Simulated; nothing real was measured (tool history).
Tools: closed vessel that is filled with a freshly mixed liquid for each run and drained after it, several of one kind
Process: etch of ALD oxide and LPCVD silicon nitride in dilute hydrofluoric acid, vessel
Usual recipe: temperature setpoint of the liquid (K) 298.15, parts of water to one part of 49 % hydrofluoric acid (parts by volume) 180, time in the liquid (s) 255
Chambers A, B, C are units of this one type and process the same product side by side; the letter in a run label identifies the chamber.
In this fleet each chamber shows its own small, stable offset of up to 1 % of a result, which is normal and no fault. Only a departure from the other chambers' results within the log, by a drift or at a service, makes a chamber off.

| run | hour | temperature setpoint of the liquid (K) | parts of water to one part of 49 % hydrofluoric acid (parts by volume) | time in the liquid (s) | hours since the thermometer was replaced | hours since the hydrofluoric acid flow meter was replaced | read-back film thickness of the ALD oxide reference wafer, read on the same gauge (nm) | read-back film thickness of the LPCVD silicon nitride reference wafer, read on the same gauge (nm) | thickness taken off the ALD oxide on a monitor wafer (angstrom) | thickness taken off the LPCVD silicon nitride on a monitor wafer (angstrom) |
|---|---|---|---|---|---|---|---|---|---|---|
| 1C | 9.8 | 298.15 | 180 | 255 | 1790.3 | 1822.2 | 30.002 | 89.988 | 305.96 | 8.8467 |
| 2B | 22.4 | 298.15 | 180 | 255 | 559.1 | 536.5 | 29.997 | 89.983 | 306.96 | 8.6502 |
| 3A | 36.0 | 298.15 | 180 | 255 | 1749.6 | 2027.9 | 29.971 | 90.000 | 303.99 | 8.6005 |
|  | 45.0 | chamber A: hydrofluoric acid flow meter replaced |
| 4B | 51.2 | 298.15 | 180 | 255 | 587.9 | 565.3 | 29.985 | 90.029 | 302.91 | 8.6068 |
| 5C | 61.5 | 298.15 | 180 | 255 | 1842.0 | 1873.9 | 29.951 | 89.963 | 306.93 | 8.4725 |
| 6A | 71.8 | 298.15 | 220 | 255 | 1785.4 | 26.8 | 29.988 | 90.005 | 238.11 | 6.7884 |
| 7C | 80.0 | 298.15 | 220 | 255 | 1860.5 | 1892.4 | 29.960 | 89.973 | 240.16 | 6.8108 |
| 8A | 87.3 | 298.15 | 220 | 255 | 1800.9 | 42.3 | 29.990 | 89.967 | 236.46 | 6.7640 |
| 9B | 95.6 | 298.15 | 180 | 255 | 632.3 | 609.7 | 30.049 | 89.966 | 306.41 | 8.4786 |
| 10A | 111.5 | 298.15 | 180 | 255 | 1825.1 | 66.5 | 29.995 | 90.025 | 304.38 | 8.0152 |
| 11B | 126.4 | 298.15 | 180 | 255 | 663.1 | 640.5 | 29.986 | 89.990 | 305.19 | 8.5044 |
| 12C | 135.4 | 298.15 | 180 | 255 | 1915.9 | 1947.8 | 30.003 | 90.001 | 306.58 | 8.3497 |
| 13B | 148.6 | 298.15 | 180 | 255 | 685.3 | 662.7 | 30.009 | 89.971 | 304.36 | 8.5410 |
| 14C | 159.6 | 298.15 | 180 | 255 | 1940.1 | 1972.0 | 29.999 | 90.013 | 306.05 | 8.5852 |
| 15A | 169.6 | 298.15 | 180 | 255 | 1883.2 | 124.6 | 30.009 | 90.023 | 305.06 | 8.1447 |
| 16C | 185.7 | 298.15 | 180 | 255 | 1966.2 | 1998.1 | 30.007 | 90.005 | 306.33 | 8.2681 |
| 17B | 200.8 | 298.15 | 180 | 255 | 737.5 | 714.9 | 29.998 | 89.951 | 304.29 | 8.1557 |
| 18A | 209.4 | 298.15 | 180 | 255 | 1923.0 | 164.4 | 30.001 | 90.007 | 303.57 | 8.7197 |
| 19B | 225.0 | 298.15 | 180 | 255 | 761.7 | 739.1 | 30.028 | 90.011 | 304.37 | 7.8503 |
| 20C | 234.0 | 298.15 | 180 | 255 | 2014.5 | 2046.4 | 29.989 | 90.037 | 306.78 | 8.3007 |
| 21A | 249.7 | 298.15 | 180 | 255 | 1963.3 | 204.7 | 29.992 | 89.949 | 303.60 | 8.0604 |
| 22A | 260.2 | 298.15 | 180 | 255 | 1973.8 | 215.2 | 29.954 | 89.950 | 302.86 | 8.3953 |
| 23B | 271.2 | 298.15 | 180 | 255 | 807.9 | 785.3 | 29.977 | 89.988 | 305.90 | 7.6749 |
| 24C | 286.3 | 298.15 | 180 | 255 | 2066.8 | 2098.7 | 29.948 | 90.018 | 307.55 | 8.6486 |
| 25C | 295.5 | 298.15 | 180 | 255 | 2076.0 | 2107.9 | 30.006 | 90.048 | 306.03 | 8.0599 |
|  | 302.9 | chamber C: hydrofluoric acid flow meter replaced |
| 26A | 309.7 | 298.15 | 180 | 255 | 2023.3 | 264.7 | 29.994 | 89.998 | 304.48 | 8.3846 |
| 27B | 323.8 | 295.65 | 105 | 255 | 860.5 | 837.9 | 30.014 | 90.005 | 525.52 | 12.8070 |
| 28B | 331.0 | 295.65 | 105 | 255 | 867.7 | 845.1 | 30.000 | 90.003 | 523.79 | 12.3560 |
| 29C | 339.9 | 295.65 | 105 | 255 | 2120.4 | 37.1 | 30.009 | 89.973 | 528.86 | 12.1530 |
| 30A | 347.6 | 294.15 | 180 | 255 | 2061.2 | 302.6 | 30.005 | 89.983 | 260.99 | 6.8344 |
| 31A | 357.8 | 294.15 | 180 | 255 | 2071.4 | 312.8 | 29.972 | 90.022 | 260.52 | 6.7722 |
| 32C | 372.3 | 294.15 | 180 | 255 | 2152.8 | 69.5 | 29.976 | 90.015 | 262.51 | 6.6044 |
| 33B | 387.5 | 298.15 | 95 | 310 | 924.2 | 901.6 | 30.005 | 89.988 | 789.26 | 18.8490 |
| 34A | 394.9 | 298.15 | 95 | 310 | 2108.5 | 349.9 | 29.976 | 90.021 | 775.27 | 18.1260 |
| 35B | 410.7 | 298.15 | 95 | 310 | 947.4 | 924.8 | 30.000 | 89.984 | 790.07 | 19.3810 |
| 36C | 425.6 | 298.15 | 180 | 255 | 2206.1 | 122.8 | 29.985 | 89.991 | 306.89 | 8.4752 |
| 37C | 435.5 | 298.15 | 180 | 255 | 2216.0 | 132.7 | 29.977 | 90.012 | 307.95 | 8.0414 |
| 38A | 446.5 | 298.15 | 180 | 255 | 2160.1 | 401.5 | 29.999 | 89.989 | 301.59 | 7.8779 |
| 39B | 462.7 | 298.15 | 180 | 255 | 999.4 | 976.8 | 30.005 | 89.995 | 306.39 | 9.2485 |
| 40C | 477.6 | 298.15 | 180 | 255 | 2258.1 | 174.8 | 29.989 | 89.967 | 307.68 | 8.8165 |
| 41A | 490.7 | 303.15 | 180 | 120 | 2204.3 | 445.7 | 29.975 | 89.994 | 171.68 | 5.2570 |
| 42B | 498.8 | 303.15 | 180 | 120 | 1035.5 | 1012.9 | 30.031 | 90.007 | 172.32 | 5.4736 |
| 43C | 509.2 | 303.15 | 180 | 120 | 2289.7 | 206.4 | 30.001 | 89.989 | 172.20 | 5.4093 |

Has any chamber moved away from the others, gradually or after a service, or does the common gauge drift, or do the chambers differ only by their own small steady offsets? State the chamber and the most likely cause if one applies.

No chamber stands off beyond its own small offset, and the gauge holds steady.

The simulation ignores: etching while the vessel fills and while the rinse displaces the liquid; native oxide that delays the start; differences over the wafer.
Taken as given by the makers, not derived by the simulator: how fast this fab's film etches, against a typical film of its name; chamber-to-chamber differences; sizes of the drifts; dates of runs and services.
